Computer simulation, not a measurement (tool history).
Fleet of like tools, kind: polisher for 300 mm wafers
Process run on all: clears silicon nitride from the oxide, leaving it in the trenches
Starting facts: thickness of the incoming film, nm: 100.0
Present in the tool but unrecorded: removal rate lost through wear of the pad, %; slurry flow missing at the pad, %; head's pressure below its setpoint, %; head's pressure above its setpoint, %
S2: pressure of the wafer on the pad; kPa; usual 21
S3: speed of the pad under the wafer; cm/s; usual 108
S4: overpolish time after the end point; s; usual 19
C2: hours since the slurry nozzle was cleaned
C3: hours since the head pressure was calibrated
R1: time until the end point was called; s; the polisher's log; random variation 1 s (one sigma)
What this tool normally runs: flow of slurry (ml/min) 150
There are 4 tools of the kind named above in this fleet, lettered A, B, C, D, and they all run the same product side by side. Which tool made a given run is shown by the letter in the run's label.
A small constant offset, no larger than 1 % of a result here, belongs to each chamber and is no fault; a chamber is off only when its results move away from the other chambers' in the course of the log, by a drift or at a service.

Run 1A, hour 9.1: usual settings; wafers polished on this pad 678; C2 390.3; C3 173.3. Result: R1 89.137 s.
Run 2C, hour 20.4: usual settings; wafers polished on this pad 939; C2 185.5; C3 88.8. Result: R1 88.897 s.
At hour 24.5: chamber A: worn pad replaced by a new one.
At hour 26.1: chamber C: worn pad replaced by a new one.
At hour 30.6: chamber D: head pressure recalibrated.
Run 3B, hour 32.2: usual settings; wafers polished on this pad 859; C2 192.8; C3 1199.7. Result: R1 87.277 s.
Run 4D, hour 44.8: usual settings; wafers polished on this pad 1350; C2 251.4; C3 14.2. Result: R1 86.746 s.
At hour 51.3: chamber D: worn pad replaced by a new one.
Run 5B, hour 52.1: usual settings but S2 28 kPa; wafers polished on this pad 1048; C2 212.7; C3 1219.6. Result: R1 67.168 s.
At hour 57.3: chamber B: head pressure recalibrated.
Run 6A, hour 65.9: usual settings but S2 28 kPa; wafers polished on this pad 392; C2 447.1; C3 230.1. Result: R1 66.016 s.
Run 7D, hour 72.7: usual settings but S2 28 kPa; wafers polished on this pad 203; C2 279.3; C3 42.1. Result: R1 65.786 s.
Run 8C, hour 83.4: usual settings but S2 28 kPa; wafers polished on this pad 543; C2 248.5; C3 151.8. Result: R1 67.120 s.
Run 9D, hour 93.1: usual settings; wafers polished on this pad 396; C2 299.7; C3 62.5. Result: R1 88.293 s.
At hour 101.3: chamber D: slurry nozzle cleaned.
Run 10C, hour 102.7: usual settings; wafers polished on this pad 726; C2 267.8; C3 171.1. Result: R1 87.309 s.
At hour 112.8: chamber A: worn pad replaced by a new one.
Run 11B, hour 114.6: usual settings; wafers polished on this pad 1641; C2 275.2; C3 57.4. Result: R1 87.721 s.
Run 12A, hour 125.6: usual settings but S4 12 s; wafers polished on this pad 122; C2 506.8; C3 289.8. Result: R1 88.200 s.
Run 13C, hour 132.6: usual settings but S4 12 s; wafers polished on this pad 1010; C2 297.7; C3 201.0. Result: R1 89.189 s.
At hour 142.2: chamber B: slurry nozzle cleaned.
Run 14A, hour 144.1: usual settings but S4 12 s; wafers polished on this pad 297; C2 525.3; C3 308.3. Result: R1 87.709 s.
At hour 146.6: chamber C: worn pad replaced by a new one.
Run 15B, hour 152.3: usual settings but S4 12 s; wafers polished on this pad 1999; C2 10.1; C3 95.1. Result: R1 88.306 s.
Run 16D, hour 166.9: usual settings; wafers polished on this pad 1096; C2 65.6; C3 136.3. Result: R1 86.862 s.
Run 17D, hour 176.8: usual settings; wafers polished on this pad 1190; C2 75.5; C3 146.2. Result: R1 87.453 s.
At hour 184.8: chamber A: worn pad replaced by a new one.
Run 18A, hour 188.6: usual settings; wafers polished on this pad 36; C2 569.8; C3 352.8. Result: R1 88.240 s.
At hour 195.5: chamber D: worn pad replaced by a new one.
Run 19C, hour 203.1: usual settings; wafers polished on this pad 536; C2 368.2; C3 271.5. Result: R1 88.325 s.
At hour 208.3: chamber A: slurry nozzle cleaned.
Run 20B, hour 211.6: usual settings; wafers polished on this pad 2561; C2 69.4; C3 154.4. Result: R1 92.598 s.
Run 21A, hour 220.9: usual settings; wafers polished on this pad 343; C2 12.6; C3 385.1. Result: R1 88.480 s.
Run 22C, hour 235.2: usual settings but flow of slurry (ml/min) 110; wafers polished on this pad 840; C2 400.3; C3 303.6. Result: R1 94.121 s.
Run 23B, hour 242.9: usual settings but flow of slurry (ml/min) 110; wafers polished on this pad 2858; C2 100.7; C3 185.7. Result: R1 98.417 s.
At hour 248.6: chamber C: worn pad replaced by a new one.
Run 24D, hour 256.3: usual settings but flow of slurry (ml/min) 110; wafers polished on this pad 576; C2 155.0; C3 225.7. Result: R1 93.972 s.
At hour 263.1: chamber A: worn pad replaced by a new one.
Run 25C, hour 270.8: usual settings but flow of slurry (ml/min) 110; wafers polished on this pad 211; C2 435.9; C3 339.2. Result: R1 92.729 s.
Run 26A, hour 284.8: usual settings; wafers polished on this pad 205; C2 76.5; C3 449.0. Result: R1 88.466 s.
Run 27B, hour 297.5: usual settings; wafers polished on this pad 3376; C2 155.3; C3 240.3. Result: R1 94.335 s.
Run 28D, hour 307.9: usual settings; wafers polished on this pad 1066; C2 206.6; C3 277.3. Result: R1 87.786 s.
Run 29D, hour 319.4: usual settings; wafers polished on this pad 1175; C2 218.1; C3 288.8. Result: R1 86.488 s.
Run 30B, hour 331.8: usual settings; wafers polished on this pad 3701; C2 189.6; C3 274.6. Result: R1 98.055 s.
At hour 337.3: chamber A: worn pad replaced by a new one.
Run 31A, hour 344.1: usual settings; wafers polished on this pad 64; C2 135.8; C3 508.3. Result: R1 89.051 s.

Read the log: is a single chamber off, either drifting away or since a service, is the gauge that measures every chamber drifting, or is nothing wrong beyond small per-chamber offsets? Name any odd chamber and what most likely caused it.

Chamber B drifts away from the others.
Likeliest cause: removal rate lost through wear of the pad, % = 12.1.
From this log alone, it may not be told apart from: head's pressure below its setpoint, %.

Below are 4 candidate recipes for chamber B's next run, each the usual settings with a change, their results shown as question marks. Which of them brings B's results back in line with what the other chambers give on the usual settings?
Allowed miss from the other chambers' usual-settings mean, per result, to count as in line: R1 3.500 s
Run 32B-1, hour 354.8: usual settings but S2 19.3 kPa, S3 102 cm/s. Result: R1 ?.
Run 32B-2, hour 354.8: usual settings but S2 18.6 kPa, S3 98 cm/s. Result: R1 ?.
Run 32B-3, hour 354.8: usual settings but S3 122 cm/s. Result: R1 ?.
Run 32B-4, hour 354.8: usual settings but S3 132 cm/s. Result: R1 ?.

The other chambers' mean on the usual settings: R1 88.554 s
  run       R1
32B-1  114.700
32B-2  123.840
32B-3   89.410
32B-4   82.609
32B-3 brings the chamber back in line.
